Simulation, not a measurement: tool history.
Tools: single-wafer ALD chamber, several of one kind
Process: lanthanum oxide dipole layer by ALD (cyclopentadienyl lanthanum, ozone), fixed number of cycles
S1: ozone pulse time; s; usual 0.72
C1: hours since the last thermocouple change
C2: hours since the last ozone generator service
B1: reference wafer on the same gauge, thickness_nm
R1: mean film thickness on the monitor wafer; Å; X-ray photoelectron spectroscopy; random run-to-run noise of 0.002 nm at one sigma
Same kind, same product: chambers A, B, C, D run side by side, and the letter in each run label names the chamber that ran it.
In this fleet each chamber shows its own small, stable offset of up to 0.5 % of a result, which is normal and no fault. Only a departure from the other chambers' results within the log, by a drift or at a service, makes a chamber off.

| run | hour | S1 | C1 | C2 | B1 | R1 |
|---|---|---|---|---|---|---|
| 1B | 4.5 | 0.72 | 1243.7 | 590.5 | 0.42702 | 4.4232 |
| 2A | 7.7 | 0.72 | 298.2 | 578.9 | 0.42686 | 4.4068 |
| 3C | 12.4 | 0.72 | 1366.4 | 551 | 0.42698 | 4.4124 |
| 4D | 16.9 | 0.72 | 1114.8 | 1050.8 | 0.42673 | 4.4236 |
| 5B | 19.3 | 0.49 | 1258.5 | 605.3 | 0.42745 | 3.5922 |
| 6D | 22.3 | 0.49 | 1120.2 | 1056.2 | 0.42689 | 3.6164 |
| 7C | 25.6 | 0.49 | 1379.6 | 564.2 | 0.42689 | 3.6176 |
| 8A | 29.3 | 0.49 | 319.8 | 600.5 | 0.42749 | 3.5815 |
| 9D | 31.4 | 0.72 | 1129.3 | 1065.3 | 0.42734 | 4.4256 |
| 10A | 34.8 | 0.72 | 325.3 | 606 | 0.42744 | 4.4396 |
| 11C | 38.4 | 0.72 | 1392.4 | 577 | 0.42723 | 4.4153 |
| 12B | 43.1 | 0.72 | 1282.3 | 629.1 | 0.42709 | 4.3758 |
| 13A | 45.2 | 0.72 | 335.7 | 616.4 | 0.42708 | 4.3752 |
| 14D | 48.3 | 0.72 | 1146.2 | 1082.2 | 0.42693 | 4.4491 |
| 15C | 52.5 | 0.72 | 1406.5 | 591.1 | 0.42728 | 4.3767 |
| 16B | 56.7 | 0.72 | 1295.9 | 642.7 | 0.42726 | 4.3837 |
| 17B | 61.1 | 0.72 | 1300.3 | 647.1 | 0.4271 | 4.4143 |
| 18D | 64.5 | 0.72 | 1162.4 | 1098.4 | 0.42703 | 4.4291 |
| 19A | 68.7 | 0.72 | 359.2 | 639.9 | 0.42706 | 4.418 |
| 20C | 72.1 | 0.72 | 1426.1 | 610.7 | 0.42676 | 4.3887 |
| 21A | 75.6 | 0.45 | 366.1 | 646.8 | 0.42749 | 3.3443 |
| 22C | 79.4 | 0.45 | 1433.4 | 618 | 0.42748 | 3.4379 |
| 23B | 83.7 | 0.45 | 1322.9 | 669.7 | 0.42704 | 3.4053 |
| 24D | 88.3 | 0.45 | 1186.2 | 1122.2 | 0.42697 | 3.4282 |
| 25C | 92.1 | 0.72 | 1446.1 | 630.7 | 0.42635 | 4.404 |
| 26D | 94.5 | 0.98 | 1192.4 | 1128.4 | 0.42665 | 4.9855 |
| 27B | 97.7 | 0.98 | 1336.9 | 683.7 | 0.42725 | 4.9488 |
| 28A | 101.5 | 0.98 | 392 | 672.7 | 0.42748 | 4.9208 |
| 29C | 104.4 | 0.98 | 1458.4 | 643 | 0.42709 | 4.947 |
| 30A | 108.2 | 0.72 | 398.7 | 679.4 | 0.42722 | 4.3148 |
| 31B | 112.4 | 0.96 | 1351.6 | 698.4 | 0.42729 | 4.9321 |
| 32D | 114.7 | 0.96 | 1212.6 | 1148.6 | 0.42656 | 4.9586 |
| 33A | 118.4 | 0.96 | 408.9 | 689.6 | 0.42702 | 4.8162 |
| 34D | 120.6 | 0.96 | 1218.5 | 1154.5 | 0.42699 | 4.9453 |
| 35C | 125 | 0.96 | 1479 | 663.6 | 0.42665 | 4.9274 |
| 36B | 127.7 | 0.96 | 1366.9 | 713.7 | 0.42668 | 4.9033 |
| 37A | 132.1 | 0.96 | 422.6 | 703.3 | 0.42652 | 4.8161 |
| 38B | 135.4 | 0.96 | 1374.6 | 721.4 | 0.42689 | 4.9274 |
| 39D | 139.7 | 0.72 | 1237.6 | 1173.6 | 0.42672 | 4.428 |
| 40C | 144.4 | 0.56 | 1498.4 | 683 | 0.42676 | 3.9206 |
| 41C | 147.5 | 0.56 | 1501.5 | 686.1 | 0.42652 | 3.9018 |
| 42A | 151.1 | 0.56 | 441.6 | 722.3 | 0.42728 | 3.6628 |
| 43D | 153.2 | 0.56 | 1251.1 | 1187.1 | 0.42714 | 3.9307 |
| 44B | 157.5 | 0.72 | 1396.7 | 743.5 | 0.4274 | 4.3754 |

The same settings go to every chamber for the next run, one line per chamber below. Forecast the results for each:
| 45A | 160.9 | 0.72 |  |  |  | ? |
| 45B | 160.9 | 0.72 |  |  |  | ? |
| 45C | 160.9 | 0.72 |  |  |  | ? |
| 45D | 160.9 | 0.72 |  |  |  | ? |

| run | R1 |
|---|---|
| 45A | 4.2024 |
| 45B | 4.3958 |
| 45C | 4.3927 |
| 45D | 4.4491 |
